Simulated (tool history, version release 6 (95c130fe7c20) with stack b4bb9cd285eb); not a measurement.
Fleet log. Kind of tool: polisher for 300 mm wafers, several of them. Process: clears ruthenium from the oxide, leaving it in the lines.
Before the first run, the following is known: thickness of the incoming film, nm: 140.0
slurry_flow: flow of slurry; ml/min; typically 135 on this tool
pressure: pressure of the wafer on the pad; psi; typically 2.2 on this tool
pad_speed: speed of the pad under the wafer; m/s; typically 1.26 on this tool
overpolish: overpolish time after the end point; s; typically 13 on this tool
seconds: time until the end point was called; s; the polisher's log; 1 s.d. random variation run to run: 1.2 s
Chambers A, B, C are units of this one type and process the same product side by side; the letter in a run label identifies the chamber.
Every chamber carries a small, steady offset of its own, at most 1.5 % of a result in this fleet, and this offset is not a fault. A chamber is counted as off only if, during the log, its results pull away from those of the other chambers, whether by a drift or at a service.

run,hour,slurry_flow,pressure,pad_speed,overpolish,seconds
1C,3.9,135,2.2,1.26,13,106.660
2B,8.8,135,2.2,1.26,13,106.070
3A,13.0,135,2.2,1.26,13,108.830
4A,17.4,135,2.2,1.26,13,110.810
5B,22.6,135,2.2,1.26,13,104.990
6C,25.8,135,2.2,1.26,13,110.500
# hour 25.9: chamber C: worn pad replaced by a new one
7A,30.8,135,2.5,1.26,8,94.381
8B,33.4,135,2.5,1.26,8,92.485
9C,36.2,135,2.5,1.26,8,92.924
10C,39.8,135,2.2,1.26,13,109.050
11A,43.8,135,2.2,1.26,13,109.500
# hour 45.7: chamber B: slurry nozzle cleaned
12B,46.8,135,2.2,1.26,13,106.090
13A,51.3,135,2.2,1.26,13,109.250
14C,55.2,135,2.2,0.92,18,149.740
# hour 58.0: chamber C: head pressure recalibrated
15B,59.1,135,2.2,0.92,18,145.920
16C,65.1,135,2.2,0.92,18,150.910
17B,69.3,135,2.2,1.26,13,107.350
18A,73.8,135,2.2,1.26,9,110.550
19A,78.3,135,2.2,1.26,9,108.960
20C,83.5,135,2.2,1.26,9,108.470
21B,88.7,135,2.2,1.26,13,107.330
# hour 88.9: chamber B: worn pad replaced by a new one
22B,94.5,135,2.2,1.26,13,105.800
23A,97.3,135,2.2,1.26,13,113.400
24C,101.4,135,2.2,1.26,13,110.710
# hour 102.3: chamber C: worn pad replaced by a new one
25B,107.3,135,2.2,1.26,13,105.790
# hour 108.0: chamber B: head pressure recalibrated
26C,112.6,135,2.2,1.26,13,107.670
27A,117.4,135,2.2,1.26,13,115.810
28C,120.3,135,2.2,1.26,13,109.090
29B,126.0,135,2.2,1.26,13,107.970
30A,129.4,135,2.2,1.26,13,116.220
31A,133.9,135,2.2,1.26,13,117.310
32B,138.4,135,2.2,1.26,13,105.860
33C,142.2,135,2.2,1.26,13,110.470
34B,146.8,135,2.2,1.26,13,106.750

Does one chamber stand apart from the rest, does the shared gauge drift, or is all well apart from small per-chamber offsets? Give the chamber and the most likely cause, where there is one.

It is chamber A that slowly wanders off from its peers.
What lies behind it: removal rate lost through wear of the pad, % = 9.54.
It could be hard to tell apart here from: slurry flow missing at the pad, %; head's pressure below its setpoint, %.

Below are 4 candidate recipes for chamber A's next run, each the usual settings with a change, their results shown as question marks. Which of them brings A's results back in line with what the other chambers give on the usual settings?
To be in line, a result may differ from the other chambers' mean on the usual settings by at most: seconds 4.100 s
35A-1,151.1,135,2.1,1.26,13,?
35A-2,151.1,135,2.3,1.34,13,?
35A-3,151.1,135,2.2,1.30,13,?
35A-4,151.1,85,2.2,1.26,13,?

Other chambers, usual settings, mean: seconds 107.560 s
run,seconds
35A-1,125.930
35A-2,107.900
35A-3,116.390
35A-4,134.100
The answer is 35A-2, which returns the chamber to within the allowed miss of the others.
